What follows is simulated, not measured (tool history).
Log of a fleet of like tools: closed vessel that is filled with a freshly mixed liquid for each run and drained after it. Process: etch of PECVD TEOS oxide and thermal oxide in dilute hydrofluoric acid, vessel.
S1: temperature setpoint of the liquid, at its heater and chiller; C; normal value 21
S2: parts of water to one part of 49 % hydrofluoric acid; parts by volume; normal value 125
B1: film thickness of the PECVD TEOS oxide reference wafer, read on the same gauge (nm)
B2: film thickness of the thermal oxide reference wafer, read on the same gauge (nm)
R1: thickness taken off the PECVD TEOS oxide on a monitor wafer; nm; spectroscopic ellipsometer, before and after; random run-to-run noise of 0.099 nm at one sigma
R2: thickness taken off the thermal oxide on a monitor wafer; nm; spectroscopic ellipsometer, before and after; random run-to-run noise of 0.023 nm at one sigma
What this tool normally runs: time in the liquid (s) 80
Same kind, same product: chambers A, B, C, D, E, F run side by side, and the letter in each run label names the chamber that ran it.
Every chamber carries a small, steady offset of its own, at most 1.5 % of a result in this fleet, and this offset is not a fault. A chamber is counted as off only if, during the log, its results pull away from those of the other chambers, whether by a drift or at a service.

{"run": "1D", "hour": 5.2, "S1": 21, "S2": 125, "time in the liquid (s)": 80, "B1": 109.98, "B2": 149.99, "R1": 10.05, "R2": 2.5119}
{"run": "2B", "hour": 8.9, "S1": 21, "S2": 125, "time in the liquid (s)": 80, "B1": 110.01, "B2": 150, "R1": 10.226, "R2": 2.6141}
{"hour": 9.7, "done": "chamber C: hydrofluoric acid flow meter replaced"}
{"run": "3C", "hour": 15.1, "S1": 21, "S2": 125, "time in the liquid (s)": 80, "B1": 109.98, "B2": 150.01, "R1": 9.9137, "R2": 2.578}
{"run": "4F", "hour": 18.5, "S1": 21, "S2": 125, "time in the liquid (s)": 80, "B1": 110.02, "B2": 150.01, "R1": 9.9759, "R2": 2.5764}
{"run": "5A", "hour": 24.1, "S1": 21, "S2": 125, "time in the liquid (s)": 80, "B1": 110, "B2": 150.01, "R1": 9.9461, "R2": 2.5864}
{"run": "6E", "hour": 30.5, "S1": 21, "S2": 125, "time in the liquid (s)": 80, "B1": 110, "B2": 150, "R1": 10.099, "R2": 2.6236}
{"run": "7C", "hour": 35.7, "S1": 21, "S2": 125, "time in the liquid (s)": 80, "B1": 110.01, "B2": 150, "R1": 10.149, "R2": 2.5953}
{"run": "8E", "hour": 39.6, "S1": 21, "S2": 125, "time in the liquid (s)": 80, "B1": 109.98, "B2": 149.99, "R1": 9.959, "R2": 2.5523}
{"run": "9F", "hour": 46.1, "S1": 21, "S2": 125, "time in the liquid (s)": 80, "B1": 110, "B2": 150.02, "R1": 10.014, "R2": 2.5641}
{"run": "10A", "hour": 52.5, "S1": 21, "S2": 125, "time in the liquid (s)": 80, "B1": 110.04, "B2": 150.01, "R1": 9.9051, "R2": 2.5568}
{"run": "11B", "hour": 56.4, "S1": 21, "S2": 125, "time in the liquid (s)": 80, "B1": 110.03, "B2": 150.01, "R1": 10.026, "R2": 2.5353}
{"run": "12D", "hour": 61.9, "S1": 21, "S2": 125, "time in the liquid (s)": 80, "B1": 110.03, "B2": 149.99, "R1": 9.9204, "R2": 2.5474}
{"run": "13E", "hour": 66.0, "S1": 21, "S2": 125, "time in the liquid (s)": 80, "B1": 110.01, "B2": 149.99, "R1": 10.068, "R2": 2.548}
{"run": "14B", "hour": 70.2, "S1": 21, "S2": 125, "time in the liquid (s)": 80, "B1": 110, "B2": 150, "R1": 10.216, "R2": 2.5921}
{"run": "15A", "hour": 73.7, "S1": 21, "S2": 125, "time in the liquid (s)": 80, "B1": 109.98, "B2": 150.01, "R1": 9.9612, "R2": 2.5494}
{"run": "16D", "hour": 77.7, "S1": 21, "S2": 125, "time in the liquid (s)": 80, "B1": 110.02, "B2": 149.99, "R1": 9.8962, "R2": 2.5852}
{"run": "17C", "hour": 81.2, "S1": 21, "S2": 125, "time in the liquid (s)": 80, "B1": 109.97, "B2": 149.99, "R1": 9.9486, "R2": 2.5831}
{"run": "18F", "hour": 86.6, "S1": 21, "S2": 125, "time in the liquid (s)": 80, "B1": 110.01, "B2": 150, "R1": 10.03, "R2": 2.5972}
{"run": "19C", "hour": 92.9, "S1": 21, "S2": 160, "time in the liquid (s)": 80, "B1": 109.99, "B2": 150, "R1": 7.3242, "R2": 1.9258}
{"run": "20F", "hour": 97.9, "S1": 21, "S2": 160, "time in the liquid (s)": 80, "B1": 109.99, "B2": 150.03, "R1": 7.5845, "R2": 1.9439}
{"run": "21B", "hour": 101.6, "S1": 21, "S2": 160, "time in the liquid (s)": 80, "B1": 110.03, "B2": 150, "R1": 7.6572, "R2": 1.9392}
{"run": "22A", "hour": 106.2, "S1": 21, "S2": 160, "time in the liquid (s)": 80, "B1": 109.98, "B2": 149.99, "R1": 7.5231, "R2": 1.9635}
{"run": "23D", "hour": 110.8, "S1": 21, "S2": 160, "time in the liquid (s)": 80, "B1": 110.01, "B2": 149.98, "R1": 7.4813, "R2": 1.931}
{"run": "24E", "hour": 115.7, "S1": 21, "S2": 160, "time in the liquid (s)": 80, "B1": 110.02, "B2": 149.99, "R1": 7.5706, "R2": 1.9178}
{"run": "25D", "hour": 121.3, "S1": 21, "S2": 125, "time in the liquid (s)": 80, "B1": 110.02, "B2": 149.99, "R1": 10.065, "R2": 2.5454}
{"run": "26E", "hour": 125.3, "S1": 21, "S2": 125, "time in the liquid (s)": 80, "B1": 109.95, "B2": 149.97, "R1": 9.9298, "R2": 2.5366}
{"run": "27B", "hour": 128.1, "S1": 21, "S2": 125, "time in the liquid (s)": 80, "B1": 110, "B2": 150.01, "R1": 10.095, "R2": 2.6012}
{"run": "28F", "hour": 131.1, "S1": 21, "S2": 125, "time in the liquid (s)": 80, "B1": 110, "B2": 149.98, "R1": 9.9645, "R2": 2.5318}
{"run": "29A", "hour": 137.0, "S1": 21, "S2": 125, "time in the liquid (s)": 80, "B1": 110.03, "B2": 150, "R1": 10.087, "R2": 2.5584}
{"run": "30C", "hour": 142.4, "S1": 21, "S2": 125, "time in the liquid (s)": 95, "B1": 110, "B2": 150, "R1": 11.948, "R2": 3.0573}
{"run": "31E", "hour": 147.2, "S1": 21, "S2": 125, "time in the liquid (s)": 95, "B1": 110.01, "B2": 150.01, "R1": 11.815, "R2": 3.013}
{"run": "32A", "hour": 150.4, "S1": 21, "S2": 125, "time in the liquid (s)": 95, "B1": 109.99, "B2": 150.01, "R1": 11.704, "R2": 3.0706}
{"run": "33F", "hour": 153.7, "S1": 21, "S2": 125, "time in the liquid (s)": 95, "B1": 110, "B2": 149.98, "R1": 12.157, "R2": 3.0414}
{"run": "34D", "hour": 157.6, "S1": 21, "S2": 125, "time in the liquid (s)": 95, "B1": 110.01, "B2": 149.99, "R1": 11.952, "R2": 3.0222}
{"run": "35C", "hour": 162.7, "S1": 21, "S2": 125, "time in the liquid (s)": 95, "B1": 110, "B2": 149.98, "R1": 11.971, "R2": 3.0507}
{"run": "36B", "hour": 165.8, "S1": 21, "S2": 125, "time in the liquid (s)": 80, "B1": 109.99, "B2": 150.01, "R1": 10.169, "R2": 2.6164}
{"run": "37A", "hour": 169.2, "S1": 21, "S2": 125, "time in the liquid (s)": 80, "B1": 110.02, "B2": 149.99, "R1": 9.9658, "R2": 2.5329}
{"run": "38C", "hour": 175.4, "S1": 21, "S2": 125, "time in the liquid (s)": 80, "B1": 110.03, "B2": 150.02, "R1": 9.9117, "R2": 2.589}
{"run": "39E", "hour": 181.1, "S1": 19, "S2": 125, "time in the liquid (s)": 30, "B1": 110.01, "B2": 150, "R1": 3.4744, "R2": 0.88417}
{"run": "40B", "hour": 184.8, "S1": 19, "S2": 125, "time in the liquid (s)": 30, "B1": 109.99, "B2": 150, "R1": 3.4059, "R2": 0.89903}
{"run": "41D", "hour": 190.4, "S1": 19, "S2": 125, "time in the liquid (s)": 30, "B1": 110.01, "B2": 150.01, "R1": 3.4575, "R2": 0.87614}

Decide between three cases: one chamber stands off from its peers, the gauge reading all wafers drifts, or nothing is wrong past each chamber's small offset. Where a chamber is off, say which and what most likely put it there.

Neither any chamber nor the gauge drifts; the chambers differ only by their own small, steady offsets.
